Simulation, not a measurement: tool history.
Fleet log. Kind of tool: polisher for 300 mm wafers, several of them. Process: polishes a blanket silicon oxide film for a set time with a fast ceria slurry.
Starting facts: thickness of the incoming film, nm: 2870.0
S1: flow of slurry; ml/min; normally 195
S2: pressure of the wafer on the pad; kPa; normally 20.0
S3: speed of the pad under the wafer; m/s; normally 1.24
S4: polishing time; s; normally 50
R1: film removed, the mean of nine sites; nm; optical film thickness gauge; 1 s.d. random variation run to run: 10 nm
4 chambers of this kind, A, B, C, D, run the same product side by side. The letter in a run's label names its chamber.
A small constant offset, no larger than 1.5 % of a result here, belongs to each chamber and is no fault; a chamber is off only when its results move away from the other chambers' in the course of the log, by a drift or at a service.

run,hour,S1,S2,S3,S4,R1
# hour 0.8: chamber A: worn pad replaced by a new one
1D,5.2,195,20.0,1.24,50,1163.40
2B,8.3,195,20.0,1.24,50,1200.40
3A,12.7,195,20.0,1.24,50,1201.70
4C,16.2,195,20.0,1.24,50,1165.70
5B,19.5,195,13.8,1.24,50,812.37
6A,23.5,195,13.8,1.24,50,834.45
7C,27.6,195,13.8,1.24,50,797.42
8D,30.8,195,13.8,1.24,50,810.54
9C,35.2,195,20.0,1.24,50,1188.20
# hour 40.8: chamber C: worn pad replaced by a new one
10B,40.8,195,20.0,1.24,50,1202.50
11D,43.7,195,20.0,1.24,50,1157.70
12A,49.5,195,20.0,1.24,50,1187.10
# hour 51.2: chamber A: worn pad replaced by a new one
13C,55.4,195,22.8,1.24,63,1676.90
# hour 56.2: chamber D: worn pad replaced by a new one
14D,60.1,195,22.8,1.24,63,1665.80
15A,66.0,195,22.8,1.24,63,1709.60
# hour 70.1: chamber B: worn pad replaced by a new one
16B,70.6,195,22.8,1.24,63,1739.80
17C,74.0,195,20.0,1.24,50,1170.20
18B,79.8,195,20.0,1.24,50,1221.60
19D,82.4,195,20.0,1.24,50,1170.80
20A,86.3,195,20.0,1.24,50,1187.80
21D,91.1,195,20.0,1.24,50,1148.20
# hour 93.8: chamber C: worn pad replaced by a new one
22C,96.1,195,20.0,1.24,50,1183.90
23A,100.2,195,20.0,1.24,50,1180.90
24B,104.7,195,20.0,1.24,50,1226.00
25A,109.2,195,20.0,1.24,50,1176.50
# hour 110.9: chamber D: worn pad replaced by a new one
26D,112.6,130,16.5,1.24,50,909.02
27B,115.5,130,16.5,1.24,50,962.79
28C,119.8,130,16.5,1.24,50,899.28
29B,125.3,130,16.5,1.24,50,977.10

Next, all 4 chambers run the settings below, one line each with question marks for the results. What does each chamber give?
30A,129.5,195,20.0,0.90,50,?
30B,129.5,195,20.0,0.90,50,?
30C,129.5,195,20.0,0.90,50,?
30D,129.5,195,20.0,0.90,50,?

run,R1
30A,862.24
30B,917.93
30C,865.86
30D,845.53
